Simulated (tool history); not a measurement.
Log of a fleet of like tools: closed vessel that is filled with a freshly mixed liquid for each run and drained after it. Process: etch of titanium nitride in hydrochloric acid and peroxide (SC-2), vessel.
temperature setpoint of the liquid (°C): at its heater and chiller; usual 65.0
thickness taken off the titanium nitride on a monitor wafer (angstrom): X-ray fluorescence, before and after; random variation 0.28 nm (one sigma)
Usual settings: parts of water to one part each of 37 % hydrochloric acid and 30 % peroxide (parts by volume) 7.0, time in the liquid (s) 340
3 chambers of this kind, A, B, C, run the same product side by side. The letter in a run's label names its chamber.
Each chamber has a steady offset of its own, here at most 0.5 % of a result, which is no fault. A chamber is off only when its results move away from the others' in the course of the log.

| run | hour | temperature setpoint of the liquid (°C) | parts of water to one part each of 37 % hydrochloric acid and 30 % peroxide (parts by volume) | time in the liquid (s) | read-back film thickness of the titanium nitride reference wafer, read on the same gauge (nm) | thickness taken off the titanium nitride on a monitor wafer (angstrom) |
|---|---|---|---|---|---|---|
| 1C | 4.4 | 65.0 | 7.0 | 340 | 40.002 | 306.86 |
| 2A | 10.2 | 65.0 | 7.0 | 340 | 39.982 | 308.98 |
|  | 12.8 | chamber A: new drum of peroxide connected |
| 3B | 18.0 | 65.0 | 7.0 | 340 | 40.015 | 306.85 |
| 4C | 22.0 | 65.0 | 7.0 | 340 | 40.016 | 303.97 |
| 5A | 29.3 | 65.0 | 7.0 | 340 | 40.002 | 311.01 |
| 6B | 35.5 | 61.5 | 4.0 | 340 | 39.996 | 375.19 |
| 7A | 41.9 | 61.5 | 4.0 | 340 | 39.987 | 373.30 |
| 8B | 49.0 | 61.5 | 4.0 | 340 | 40.011 | 368.84 |
| 9C | 55.4 | 65.0 | 7.0 | 340 | 39.996 | 303.76 |
| 10A | 61.1 | 65.0 | 7.0 | 340 | 40.004 | 311.64 |
| 11B | 67.3 | 65.0 | 7.0 | 340 | 40.011 | 307.08 |
| 12C | 72.7 | 65.0 | 7.0 | 340 | 40.022 | 312.14 |
| 13C | 80.2 | 65.0 | 7.0 | 340 | 39.984 | 303.21 |
| 14B | 86.6 | 65.0 | 7.0 | 340 | 39.980 | 310.92 |
|  | 87.4 | chamber A: chemicals flow meter replaced |
| 15A | 90.8 | 65.0 | 7.0 | 340 | 39.995 | 308.39 |
| 16C | 94.8 | 65.0 | 7.0 | 340 | 40.010 | 305.09 |
| 17B | 100.1 | 65.0 | 7.0 | 340 | 40.008 | 310.70 |
| 18A | 104.8 | 65.0 | 7.0 | 340 | 39.999 | 311.63 |
| 19B | 109.1 | 72.0 | 4.0 | 340 | 39.978 | 689.69 |
| 20C | 115.5 | 72.0 | 4.0 | 340 | 40.005 | 687.80 |
| 21A | 121.9 | 72.0 | 4.0 | 340 | 40.026 | 716.31 |
| 22A | 125.7 | 65.0 | 7.0 | 340 | 39.993 | 309.77 |
| 23B | 131.8 | 65.0 | 7.0 | 340 | 40.006 | 313.48 |
| 24C | 135.3 | 65.0 | 7.0 | 340 | 40.031 | 294.93 |
| 25C | 142.7 | 65.0 | 7.0 | 340 | 39.995 | 303.28 |
| 26A | 149.7 | 65.0 | 7.0 | 340 | 40.009 | 314.51 |
| 27B | 154.9 | 65.0 | 7.0 | 340 | 39.991 | 316.57 |
| 28A | 160.7 | 65.0 | 9.5 | 340 | 40.025 | 244.89 |
| 29B | 165.7 | 65.0 | 9.5 | 340 | 39.970 | 244.34 |
| 30C | 173.6 | 65.0 | 9.5 | 340 | 39.996 | 231.98 |
|  | 174.3 | chamber C: thermometer replaced |
| 31B | 179.8 | 65.0 | 7.0 | 340 | 39.991 | 307.84 |
| 32C | 184.8 | 65.0 | 5.0 | 340 | 40.018 | 379.98 |
| 33A | 192.1 | 65.0 | 5.0 | 340 | 40.008 | 397.42 |
| 34B | 198.9 | 65.0 | 5.0 | 340 | 39.978 | 394.87 |
| 35A | 203.7 | 65.0 | 7.0 | 180 | 40.033 | 162.18 |
| 36C | 210.9 | 65.0 | 7.0 | 180 | 39.975 | 153.32 |
| 37C | 217.0 | 65.0 | 7.0 | 180 | 39.991 | 154.77 |
| 38B | 222.9 | 65.0 | 7.0 | 340 | 40.005 | 312.89 |
| 39A | 230.3 | 65.0 | 7.0 | 340 | 39.977 | 309.75 |
| 40C | 235.2 | 65.0 | 7.0 | 340 | 40.003 | 291.75 |
| 41A | 242.9 | 65.0 | 7.0 | 340 | 39.984 | 307.13 |
| 42B | 246.5 | 65.0 | 7.0 | 340 | 40.011 | 308.97 |
|  | 254.0 | chamber B: chemicals flow meter replaced |
| 43C | 254.3 | 65.0 | 7.0 | 340 | 40.012 | 285.14 |
| 44B | 260.9 | 65.0 | 7.0 | 340 | 40.014 | 305.02 |

Next, every chamber runs the same settings. What will each give?
| 45A | 266.6 | 65.0 | 7.0 | 340 |  | ? |
| 45B | 266.6 | 65.0 | 7.0 | 340 |  | ? |
| 45C | 266.6 | 65.0 | 7.0 | 340 |  | ? |

| run | thickness taken off the titanium nitride on a monitor wafer (angstrom) |
|---|---|
| 45A | 311.48 |
| 45B | 308.89 |
| 45C | 288.98 |
